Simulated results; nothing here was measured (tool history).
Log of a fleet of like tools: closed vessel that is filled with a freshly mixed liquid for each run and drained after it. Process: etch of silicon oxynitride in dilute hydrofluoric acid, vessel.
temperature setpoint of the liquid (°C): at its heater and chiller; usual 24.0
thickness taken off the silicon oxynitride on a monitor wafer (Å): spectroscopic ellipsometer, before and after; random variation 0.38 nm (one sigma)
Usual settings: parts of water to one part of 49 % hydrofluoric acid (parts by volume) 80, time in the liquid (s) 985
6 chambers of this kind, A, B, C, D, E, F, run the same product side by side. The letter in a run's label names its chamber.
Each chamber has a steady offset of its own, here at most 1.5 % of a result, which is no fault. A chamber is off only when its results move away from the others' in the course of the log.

| run | day | temperature setpoint of the liquid (°C) | parts of water to one part of 49 % hydrofluoric acid (parts by volume) | time in the liquid (s) | hours since the thermometer was replaced | hours since the hydrofluoric acid flow meter was replaced | read-back film thickness of the silicon oxynitride reference wafer, read on the same gauge (nm) | thickness taken off the silicon oxynitride on a monitor wafer (Å) |
|---|---|---|---|---|---|---|---|---|
| 1F | 0.450 | 24.0 | 80 | 985 | 333.9 | 413.0 | 39.992 | 596.63 |
| 2B | 0.750 | 24.0 | 80 | 985 | 1489.5 | 282.7 | 39.983 | 606.40 |
| 3C | 1.075 | 24.0 | 80 | 985 | 1218.5 | 500.3 | 40.003 | 593.76 |
| 4E | 1.567 | 24.0 | 80 | 985 | 2281.8 | 1289.0 | 39.994 | 592.33 |
| 5A | 1.808 | 24.0 | 80 | 985 | 1822.3 | 290.7 | 40.017 | 603.42 |
| 6D | 2.317 | 24.0 | 80 | 985 | 204.3 | 1850.9 | 39.994 | 593.76 |
| 7C | 2.567 | 26.5 | 80 | 700 | 1254.3 | 536.1 | 39.991 | 482.59 |
| 8A | 3.017 | 26.5 | 80 | 700 | 1851.3 | 319.7 | 40.006 | 483.92 |
| 9D | 3.438 | 26.5 | 80 | 700 | 231.2 | 1877.8 | 39.977 | 475.42 |
| 10B | 3.900 | 26.5 | 80 | 700 | 1565.1 | 358.3 | 40.007 | 479.84 |
| 11F | 4.312 | 26.5 | 80 | 700 | 426.6 | 505.7 | 39.991 | 479.99 |
| 12E | 4.808 | 26.5 | 80 | 700 | 2359.6 | 1366.8 | 40.000 | 471.57 |
| 13E | 5.346 | 24.0 | 80 | 985 | 2372.5 | 1379.7 | 40.014 | 591.92 |
| 14A | 5.579 | 24.0 | 80 | 985 | 1912.8 | 381.2 | 40.011 | 607.54 |
| 15F | 5.938 | 24.0 | 80 | 985 | 465.6 | 544.7 | 40.021 | 599.98 |
| 16D | 6.221 | 24.0 | 80 | 985 | 298.0 | 1944.6 | 40.037 | 603.36 |
| 17B | 6.458 | 24.0 | 80 | 985 | 1626.5 | 419.7 | 39.989 | 593.56 |
| 18C | 6.854 | 24.0 | 80 | 985 | 1357.2 | 639.0 | 39.970 | 599.99 |
| 19F | 7.325 | 24.0 | 80 | 985 | 498.9 | 578.0 | 39.991 | 605.60 |
| 20B | 7.621 | 24.0 | 80 | 985 | 1654.4 | 447.6 | 39.969 | 583.86 |
| 21E | 8.000 | 24.0 | 80 | 985 | 2436.2 | 1443.4 | 40.011 | 588.62 |
| 22A | 8.475 | 19.5 | 80 | 1295 | 1982.3 | 450.7 | 39.998 | 635.60 |
|  | 8.738 | chamber E: thermometer replaced |
| 23C | 8.862 | 19.5 | 80 | 1295 | 1405.4 | 687.2 | 40.016 | 636.70 |
| 24D | 9.371 | 19.5 | 80 | 1295 | 373.6 | 2020.2 | 40.021 | 635.08 |
| 25D | 9.888 | 19.5 | 80 | 1295 | 386.0 | 2032.6 | 40.011 | 629.39 |
| 26E | 10.325 | 19.5 | 80 | 1295 | 38.1 | 1499.2 | 40.002 | 629.01 |
| 27F | 10.729 | 19.5 | 80 | 1295 | 580.6 | 659.7 | 39.999 | 637.66 |
| 28B | 11.088 | 24.0 | 80 | 985 | 1737.6 | 530.8 | 40.019 | 580.05 |
| 29C | 11.600 | 24.0 | 80 | 985 | 1471.1 | 752.9 | 40.003 | 594.21 |
| 30A | 12.000 | 24.0 | 80 | 985 | 2066.9 | 535.3 | 40.008 | 602.15 |
| 31F | 12.521 | 24.0 | 80 | 985 | 623.6 | 702.7 | 39.997 | 595.45 |
| 32D | 12.800 | 24.0 | 80 | 985 | 455.9 | 2102.5 | 39.988 | 592.34 |
| 33A | 13.204 | 24.0 | 80 | 985 | 2095.8 | 564.2 | 39.981 | 599.21 |
| 34E | 13.542 | 24.0 | 80 | 985 | 115.3 | 1576.4 | 39.996 | 593.14 |
| 35B | 13.967 | 24.0 | 80 | 985 | 1806.7 | 599.9 | 40.024 | 559.31 |
| 36C | 14.267 | 24.0 | 80 | 985 | 1535.1 | 816.9 | 40.006 | 598.72 |
| 37F | 14.512 | 24.0 | 110 | 985 | 671.4 | 750.5 | 39.986 | 426.56 |
| 38C | 15.017 | 24.0 | 110 | 985 | 1553.1 | 834.9 | 40.024 | 425.98 |
| 39B | 15.483 | 24.0 | 110 | 985 | 1843.1 | 636.3 | 39.982 | 395.70 |
| 40A | 15.862 | 24.0 | 110 | 985 | 2159.6 | 628.0 | 40.024 | 425.29 |
| 41E | 16.312 | 24.0 | 110 | 985 | 181.8 | 1642.9 | 40.005 | 419.22 |

Next, every chamber runs the same settings. What will each give?
| 42A | 16.696 | 24.0 | 80 | 985 |  |  |  | ? |
| 42B | 16.696 | 24.0 | 80 | 985 |  |  |  | ? |
| 42C | 16.696 | 24.0 | 80 | 985 |  |  |  | ? |
| 42D | 16.696 | 24.0 | 80 | 985 |  |  |  | ? |
| 42E | 16.696 | 24.0 | 80 | 985 |  |  |  | ? |
| 42F | 16.696 | 24.0 | 80 | 985 |  |  |  | ? |

| run | thickness taken off the silicon oxynitride on a monitor wafer (Å) |
|---|---|
| 42A | 604.60 |
| 42B | 554.12 |
| 42C | 599.66 |
| 42D | 603.60 |
| 42E | 595.06 |
| 42F | 597.94 |
